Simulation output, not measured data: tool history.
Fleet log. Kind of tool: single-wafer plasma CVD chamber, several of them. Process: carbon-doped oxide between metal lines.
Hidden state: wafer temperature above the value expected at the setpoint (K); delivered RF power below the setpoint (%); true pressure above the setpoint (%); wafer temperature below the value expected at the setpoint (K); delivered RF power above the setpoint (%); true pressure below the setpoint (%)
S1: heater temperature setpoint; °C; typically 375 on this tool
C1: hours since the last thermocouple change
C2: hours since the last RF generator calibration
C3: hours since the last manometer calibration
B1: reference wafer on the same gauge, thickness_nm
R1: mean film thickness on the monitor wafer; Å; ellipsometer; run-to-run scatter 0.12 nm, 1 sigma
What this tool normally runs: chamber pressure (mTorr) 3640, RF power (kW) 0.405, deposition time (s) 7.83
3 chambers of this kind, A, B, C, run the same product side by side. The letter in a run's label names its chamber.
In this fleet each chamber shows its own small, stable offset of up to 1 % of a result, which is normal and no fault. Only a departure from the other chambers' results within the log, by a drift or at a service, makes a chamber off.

run 1C hour=10.4 | S1=375 chamber_pressure_(mTorr)=3640 RF_power_(kW)=0.405 deposition_time_(s)=7.83 | C1=839.4 C2=1172.0 C3=1785.6 | B1=36.003 | R1=317.30
run 2A hour=20.3 | S1=375 chamber_pressure_(mTorr)=3640 RF_power_(kW)=0.405 deposition_time_(s)=7.83 | C1=708.2 C2=517.0 C3=1432.3 | B1=35.956 | R1=314.89
run 3B hour=30.3 | S1=375 chamber_pressure_(mTorr)=3640 RF_power_(kW)=0.405 deposition_time_(s)=7.83 | C1=425.5 C2=963.2 C3=1072.4 | B1=36.041 | R1=322.91
run 4C hour=38.0 | S1=375 chamber_pressure_(mTorr)=3640 RF_power_(kW)=0.405 deposition_time_(s)=7.83 | C1=867.0 C2=1199.6 C3=1813.2 | B1=36.009 | R1=318.26
run 5A hour=47.0 | S1=375 chamber_pressure_(mTorr)=3640 RF_power_(kW)=0.405 deposition_time_(s)=6.77 | C1=734.9 C2=543.7 C3=1459.0 | B1=35.960 | R1=272.78
run 6B hour=54.4 | S1=375 chamber_pressure_(mTorr)=3640 RF_power_(kW)=0.405 deposition_time_(s)=6.77 | C1=449.6 C2=987.3 C3=1096.5 | B1=36.011 | R1=277.93
run 7B hour=63.2 | S1=375 chamber_pressure_(mTorr)=3640 RF_power_(kW)=0.405 deposition_time_(s)=6.77 | C1=458.4 C2=996.1 C3=1105.3 | B1=36.016 | R1=278.62
run 8A hour=70.7 | S1=375 chamber_pressure_(mTorr)=3640 RF_power_(kW)=0.405 deposition_time_(s)=7.83 | C1=758.6 C2=567.4 C3=1482.7 | B1=36.002 | R1=312.64
run 9C hour=85.1 | S1=375 chamber_pressure_(mTorr)=3640 RF_power_(kW)=0.405 deposition_time_(s)=7.83 | C1=914.1 C2=1246.7 C3=1860.3 | B1=35.977 | R1=316.23
run 10A hour=96.6 | S1=375 chamber_pressure_(mTorr)=3640 RF_power_(kW)=0.405 deposition_time_(s)=7.83 | C1=784.5 C2=593.3 C3=1508.6 | B1=36.012 | R1=316.11
run 11C hour=112.2 | S1=375 chamber_pressure_(mTorr)=3640 RF_power_(kW)=0.405 deposition_time_(s)=7.83 | C1=941.2 C2=1273.8 C3=1887.4 | B1=36.048 | R1=315.92
run 12B hour=119.7 | S1=375 chamber_pressure_(mTorr)=3640 RF_power_(kW)=0.345 deposition_time_(s)=7.83 | C1=514.9 C2=1052.6 C3=1161.8 | B1=35.973 | R1=285.75
run 13C hour=129.8 | S1=375 chamber_pressure_(mTorr)=3640 RF_power_(kW)=0.345 deposition_time_(s)=7.83 | C1=958.8 C2=1291.4 C3=1905.0 | B1=36.010 | R1=281.36
run 14B hour=141.6 | S1=375 chamber_pressure_(mTorr)=3640 RF_power_(kW)=0.345 deposition_time_(s)=7.83 | C1=536.8 C2=1074.5 C3=1183.7 | B1=35.995 | R1=284.12
run 15A hour=155.2 | S1=375 chamber_pressure_(mTorr)=3640 RF_power_(kW)=0.405 deposition_time_(s)=7.83 | C1=843.1 C2=651.9 C3=1567.2 | B1=36.005 | R1=313.64
run 16B hour=165.4 | S1=375 chamber_pressure_(mTorr)=3640 RF_power_(kW)=0.405 deposition_time_(s)=7.83 | C1=560.6 C2=1098.3 C3=1207.5 | B1=36.011 | R1=321.86
run 17A hour=180.0 | S1=375 chamber_pressure_(mTorr)=3640 RF_power_(kW)=0.405 deposition_time_(s)=7.83 | C1=867.9 C2=676.7 C3=1592.0 | B1=36.003 | R1=311.14
run 18C hour=193.6 | S1=375 chamber_pressure_(mTorr)=3640 RF_power_(kW)=0.405 deposition_time_(s)=7.83 | C1=1022.6 C2=1355.2 C3=1968.8 | B1=36.002 | R1=315.83
run 19B hour=201.3 | S1=375 chamber_pressure_(mTorr)=3640 RF_power_(kW)=0.405 deposition_time_(s)=7.83 | C1=596.5 C2=1134.2 C3=1243.4 | B1=36.027 | R1=320.93
run 20C hour=214.5 | S1=375 chamber_pressure_(mTorr)=3640 RF_power_(kW)=0.405 deposition_time_(s)=7.83 | C1=1043.5 C2=1376.1 C3=1989.7 | B1=35.990 | R1=315.73
run 21A hour=222.9 | S1=365 chamber_pressure_(mTorr)=3640 RF_power_(kW)=0.405 deposition_time_(s)=7.12 | C1=910.8 C2=719.6 C3=1634.9 | B1=36.007 | R1=288.80
-- hour=227.9 chamber C: RF generator calibrated
run 22A hour=237.4 | S1=365 chamber_pressure_(mTorr)=3640 RF_power_(kW)=0.405 deposition_time_(s)=7.12 | C1=925.3 C2=734.1 C3=1649.4 | B1=36.024 | R1=288.47
run 23B hour=245.8 | S1=365 chamber_pressure_(mTorr)=3640 RF_power_(kW)=0.405 deposition_time_(s)=7.12 | C1=641.0 C2=1178.7 C3=1287.9 | B1=35.997 | R1=299.73
run 24C hour=256.0 | S1=375 chamber_pressure_(mTorr)=3640 RF_power_(kW)=0.405 deposition_time_(s)=7.83 | C1=1085.0 C2=28.2 C3=2031.2 | B1=36.034 | R1=316.57
run 25C hour=265.9 | S1=375 chamber_pressure_(mTorr)=3640 RF_power_(kW)=0.405 deposition_time_(s)=7.83 | C1=1094.9 C2=38.1 C3=2041.1 | B1=36.019 | R1=318.16
run 26A hour=278.7 | S1=375 chamber_pressure_(mTorr)=3640 RF_power_(kW)=0.405 deposition_time_(s)=7.83 | C1=966.6 C2=775.4 C3=1690.7 | B1=36.003 | R1=306.03
run 27B hour=287.3 | S1=375 chamber_pressure_(mTorr)=3640 RF_power_(kW)=0.405 deposition_time_(s)=7.83 | C1=682.5 C2=1220.2 C3=1329.4 | B1=36.018 | R1=321.67
run 28A hour=303.1 | S1=375 chamber_pressure_(mTorr)=3640 RF_power_(kW)=0.405 deposition_time_(s)=7.83 | C1=991.0 C2=799.8 C3=1715.1 | B1=35.971 | R1=304.84
run 29B hour=311.4 | S1=375 chamber_pressure_(mTorr)=3640 RF_power_(kW)=0.405 deposition_time_(s)=7.83 | C1=706.6 C2=1244.3 C3=1353.5 | B1=35.986 | R1=322.16

All chambers now run identical settings, listed one chamber a line with results as question marks. What results will each chamber show?
run 30A hour=322.7 | S1=375 chamber_pressure_(mTorr)=3640 RF_power_(kW)=0.405 deposition_time_(s)=7.83 | R1=?
run 30B hour=322.7 | S1=375 chamber_pressure_(mTorr)=3640 RF_power_(kW)=0.405 deposition_time_(s)=7.83 | R1=?
run 30C hour=322.7 | S1=375 chamber_pressure_(mTorr)=3640 RF_power_(kW)=0.405 deposition_time_(s)=7.83 | R1=?

run=30A R1=302.37
run=30B R1=323.35
run=30C R1=316.76

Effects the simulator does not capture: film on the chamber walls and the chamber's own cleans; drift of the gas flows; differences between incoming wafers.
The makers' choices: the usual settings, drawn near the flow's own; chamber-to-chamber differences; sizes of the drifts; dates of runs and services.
